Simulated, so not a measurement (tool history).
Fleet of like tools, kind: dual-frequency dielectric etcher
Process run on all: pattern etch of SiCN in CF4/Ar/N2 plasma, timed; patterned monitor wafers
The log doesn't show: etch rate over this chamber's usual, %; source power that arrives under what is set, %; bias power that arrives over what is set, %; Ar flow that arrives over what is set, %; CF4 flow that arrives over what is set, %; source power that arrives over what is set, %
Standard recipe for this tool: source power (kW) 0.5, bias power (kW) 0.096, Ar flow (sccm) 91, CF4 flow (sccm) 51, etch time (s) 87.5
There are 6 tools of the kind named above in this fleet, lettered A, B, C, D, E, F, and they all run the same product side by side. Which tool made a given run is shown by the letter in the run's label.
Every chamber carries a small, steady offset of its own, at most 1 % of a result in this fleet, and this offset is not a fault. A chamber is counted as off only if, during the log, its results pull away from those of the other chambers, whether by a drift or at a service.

run   hour  source power (kW)  bias power (kW)  Ar flow (sccm)  CF4 flow (sccm)  etch time (s)  hours since the last wet clean  hours since the last source power generator calibration  hours since the last bias power generator calibration  hours since the last Ar flow controller change  hours since the last CF4 flow controller change  read-back reference wafer on the same gauge, depth_nm  mean etch depth across the wafer (nm)
 1D    4.5                0.5            0.096              91               51           87.5                           216.8                                                   3318.9                                                 2061.3                                          2314.8                                            409.1                                                 99.498                                 89.665
 2B     12                0.5            0.096              91               51           87.5                           368.3                                                   2771.2                                                 2455.6                                          2437.6                                           2326.7                                                 99.485                                 88.748
 3A   20.6                0.5            0.096              91               51           87.5                           485.8                                                   1950.6                                                  807.5                                          5287.4                                            281.6                                                 99.544                                 87.327
 4C   26.2                0.5            0.096              91               51           87.5                           120.6                                                   3246.1                                                  241.7                                          1393.9                                           3802.7                                                 99.449                                 88.908
 5F   34.6                0.5            0.096              91               51           87.5                             246                                                    767.1                                                  861.5                                           530.9                                            951.8                                                 99.476                                 89.241
 6E   40.8               0.57            0.096              91               51           87.5                           471.4                                                    838.9                                                  984.1                                           294.1                                            190.9                                                 99.393                                 99.216
 7A     46               0.57            0.096              91               51           87.5                           511.2                                                     1976                                                  832.9                                          5312.8                                              307                                                 99.606                                 99.162
 8B   54.2               0.57            0.096              91               51           87.5                           410.5                                                   2813.4                                                 2497.8                                          2479.8                                           2368.9                                                 99.473                                 99.449
 9F     63               0.57            0.096              91               51           87.5                           274.4                                                    795.5                                                  889.9                                           559.3                                            980.2                                                 99.489                                 100.37
10C   71.8               0.57            0.096              91               51           87.5                           166.2                                                   3291.7                                                  287.3                                          1439.5                                           3848.3                                                 99.466                                  99.36
11D   80.4               0.57            0.096              91               51           87.5                           292.7                                                   3394.8                                                 2137.2                                          2390.7                                              485                                                 99.515                                  100.6
12E   86.4                0.5            0.096              91               51           87.5                             517                                                    884.5                                                 1029.7                                           339.7                                            236.5                                                 99.455                                  88.56
13B   95.9                0.5            0.096              91               51           87.5                           452.2                                                   2855.1                                                 2539.5                                          2521.5                                           2410.6                                                 99.613                                 88.287
14E  101.1                0.5            0.096              91               51           87.5                           531.7                                                    899.2                                                 1044.4                                           354.4                                            251.2                                                 99.597                                 87.573
15C  108.1                0.5            0.096              91               51           87.5                           202.5                                                     3328                                                  323.6                                          1475.8                                           3884.6                                                 99.565                                 89.165
16D    116                0.5            0.096              91               51           87.5                           328.3                                                   3430.4                                                 2172.8                                          2426.3                                            520.6                                                 99.442                                 90.018
17F  124.5                0.5            0.096              91               51           87.5                           335.9                                                      857                                                  951.4                                           620.8                                           1041.7                                                 99.436                                 88.962
18A    132                0.5            0.096              82               51           87.5                           597.2                                                     2062                                                  918.9                                          5398.8                                              393                                                 99.416                                 89.789
19F  142.4                0.5            0.096              82               51           87.5                           353.8                                                    874.9                                                  969.3                                           638.7                                           1059.6                                                 99.597                                 90.116
20C  150.4                0.5            0.096              82               51           87.5                           244.8                                                   3370.3                                                  365.9                                          1518.1                                           3926.9                                                 99.538                                  90.18
     154.1  -- chamber F: wet clean of the chamber
21D  156.3                0.5            0.096              82               51           87.5                           368.6                                                   3470.7                                                 2213.1                                          2466.6                                            560.9                                                 99.599                                 91.693
     157.8  -- chamber A: wet clean of the chamber
22B  166.1                0.5            0.096              82               51           87.5                           522.4                                                   2925.3                                                 2609.7                                          2591.7                                           2480.8                                                 99.603                                 90.134
23A  171.6                0.5            0.096              82               51           87.5                            13.8                                                   2101.6                                                  958.5                                          5438.4                                            432.6                                                 99.565                                 89.399
     173.7  -- chamber E: wet clean of the chamber
24E  180.7                0.5            0.096              91               51           87.5                               7                                                    978.8                                                   1124                                             434                                            330.8                                                 99.388                                 88.432
25D  188.8                0.5            0.096              91               51           87.5                           401.1                                                   3503.2                                                 2245.6                                          2499.1                                            593.4                                                 99.389                                 91.045
26B  195.3                0.5            0.096              91               51           87.5                           551.6                                                   2954.5                                                 2638.9                                          2620.9                                             2510                                                 99.452                                 89.103
27A  202.1                0.5            0.096              91               51           87.5                            44.3                                                   2132.1                                                    989                                          5468.9                                            463.1                                                 99.643                                 87.968
28C  212.4                0.5            0.096              91               51           87.5                           306.8                                                   3432.3                                                  427.9                                          1580.1                                           3988.9                                                 99.584                                 88.451
29F  218.8               0.43            0.096              91               51            109                            64.7                                                    951.3                                                 1045.7                                           715.1                                             1136                                                 99.516                                 97.757
30E  226.9               0.43            0.096              91               51            109                            53.2                                                     1025                                                 1170.2                                           480.2                                              377                                                  99.39                                 95.889
31D  233.3               0.43            0.096              91               51            109                           445.6                                                   3547.7                                                 2290.1                                          2543.6                                            637.9                                                 99.568                                 102.21
32C  240.4               0.43            0.096              91               51            109                           334.8                                                   3460.3                                                  455.9                                          1608.1                                           4016.9                                                 99.479                                 96.569
33F  247.6               0.43            0.096              91               51            109                            93.5                                                    980.1                                                 1074.5                                           743.9                                           1164.8                                                 99.651                                  97.21
34A  252.8               0.43            0.096              91               51            109                              95                                                   2182.8                                                 1039.7                                          5519.6                                            513.8                                                 99.375                                 95.909
35E  258.1               0.41            0.096              91               51           96.5                            84.4                                                   1056.2                                                 1201.4                                           511.4                                            408.2                                                   99.4                                 81.652
36B  267.9               0.41            0.096              91               51           96.5                           624.2                                                   3027.1                                                 2711.5                                          2693.5                                           2582.6                                                 99.518                                 83.603
     268.9  -- chamber B: source power generator calibrated
37F  277.1               0.41            0.096              91               51           96.5                             123                                                   1009.6                                                   1104                                           773.4                                           1194.3                                                 99.399                                 82.558
38C  284.4               0.41            0.096              91               51           96.5                           378.8                                                   3504.3                                                  499.9                                          1652.1                                           4060.9                                                 99.475                                 82.366
39E  293.4               0.41            0.096              91               51           96.5                           119.7                                                   1091.5                                                 1236.7                                           546.7                                            443.5                                                 99.374                                 81.623
40A  298.4               0.41            0.096              91               51           96.5                           140.6                                                   2228.4                                                 1085.3                                          5565.2                                            559.4                                                 99.389                                  81.75
     303.3  -- chamber B: wet clean of the chamber
41B  304.1                0.5            0.096              91               51           87.5                             0.8                                                     35.3                                                 2747.7                                          2729.7                                           2618.8                                                 99.457                                 88.999
42D  309.4                0.5            0.096              91               51           87.5                           521.7                                                   3623.8                                                 2366.2                                          2619.7                                              714                                                 99.514                                 94.586

Next, all 6 chambers run the settings below, one line each with question marks for the results. What does each chamber give?
43A  316.8                0.5            0.096              91               51           87.5                                                                                                                                                                                                                                                                                                                                              ?
43B  316.8                0.5            0.096              91               51           87.5                                                                                                                                                                                                                                                                                                                                              ?
43C  316.8                0.5            0.096              91               51           87.5                                                                                                                                                                                                                                                                                                                                              ?
43D  316.8                0.5            0.096              91               51           87.5                                                                                                                                                                                                                                                                                                                                              ?
43E  316.8                0.5            0.096              91               51           87.5                                                                                                                                                                                                                                                                                                                                              ?
43F  316.8                0.5            0.096              91               51           87.5                                                                                                                                                                                                                                                                                                                                              ?

run  mean etch depth across the wafer (nm)
43A                                 87.818
43B                                 89.194
43C                                 88.653
43D                                 93.849
43E                                 87.219
43F                                 89.708

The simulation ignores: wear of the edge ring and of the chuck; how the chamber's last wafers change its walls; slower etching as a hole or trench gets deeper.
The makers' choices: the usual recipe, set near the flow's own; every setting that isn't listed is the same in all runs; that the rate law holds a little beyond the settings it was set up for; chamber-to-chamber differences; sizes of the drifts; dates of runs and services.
